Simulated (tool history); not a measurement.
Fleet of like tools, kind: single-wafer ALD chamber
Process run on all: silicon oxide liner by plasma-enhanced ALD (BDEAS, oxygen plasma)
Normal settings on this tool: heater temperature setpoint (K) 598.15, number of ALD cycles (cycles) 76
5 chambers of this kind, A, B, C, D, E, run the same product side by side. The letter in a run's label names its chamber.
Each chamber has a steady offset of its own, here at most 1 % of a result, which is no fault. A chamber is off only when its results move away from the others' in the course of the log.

run   hour  heater temperature setpoint (K)  number of ALD cycles (cycles)  read-back reference wafer on the same gauge, thickness_nm  mean film thickness on the monitor wafer (Å)
 1C    5.3                           598.15                             76                                                      8.042                                        68.127
 2A    8.2                           598.15                             76                                                     8.0368                                        68.207
 3B   11.1                           598.15                             76                                                     8.0441                                        68.708
 4D   13.6                           598.15                             76                                                     8.0347                                        68.419
 5E   16.9                           598.15                             76                                                     8.0412                                        67.763
 6D     20                           598.15                             76                                                     8.0327                                        68.534
 7E   23.2                           598.15                             76                                                     8.0392                                        67.913
 8B   25.9                           598.15                             76                                                     8.0416                                        68.929
 9C   30.7                           598.15                             76                                                     8.0414                                        68.436
10A   35.5                           598.15                             76                                                     8.0476                                        67.882
11C   39.7                           598.15                             76                                                     8.0444                                        68.765
12D   43.7                           598.15                             76                                                     8.0354                                        68.476
13B     48                           598.15                             76                                                     8.0447                                        68.808
14E   51.5                           598.15                             76                                                     8.0462                                        67.747
15A   54.4                           598.15                             76                                                     8.0417                                        68.066
16B   58.8                           598.15                             76                                                     8.0452                                        68.905
17C   62.8                           598.15                             76                                                     8.0445                                         68.64
18A   67.6                           610.15                             76                                                     8.0461                                        67.315
19E   72.3                           610.15                             76                                                     8.0444                                        66.809
20D   75.9                           610.15                             76                                                     8.0425                                        67.225
21A   80.9                           610.15                             76                                                     8.0387                                        67.302
22D   85.1                           610.15                             76                                                     8.0422                                        67.658
23E   89.7                           598.15                             76                                                     8.0369                                        68.094
24B   92.2                           598.15                             76                                                     8.0413                                        69.051
25C   96.1                           598.15                             76                                                     8.0414                                        68.236
26E  101.5                           604.15                             76                                                     8.0391                                        67.363
27C  105.2                           604.15                             76                                                     8.0374                                        68.242
28A  108.9                           604.15                             76                                                     8.0436                                        67.433
29B  113.9                           604.15                             76                                                     8.0385                                        68.155
30D  116.3                           604.15                             76                                                     8.0404                                        67.641
31C    120                           598.15                             76                                                     8.0359                                        68.362
32E  124.9                           598.15                             76                                                     8.0376                                        67.905
33B  127.3                           598.15                             76                                                     8.0494                                        68.889
34D    132                           591.15                             87                                                     8.0437                                         78.56
35A  134.8                           591.15                             87                                                     8.0453                                        78.727

Next, every chamber runs the same settings. What will each give?
36A  138.8                           598.15                             76                                                                                                        ?
36B  138.8                           598.15                             76                                                                                                        ?
36C  138.8                           598.15                             76                                                                                                        ?
36D  138.8                           598.15                             76                                                                                                        ?
36E  138.8                           598.15                             76                                                                                                        ?

run  mean film thickness on the monitor wafer (Å)
36A                                        67.963
36B                                        68.874
36C                                        68.655
36D                                        68.815
36E                                        68.371
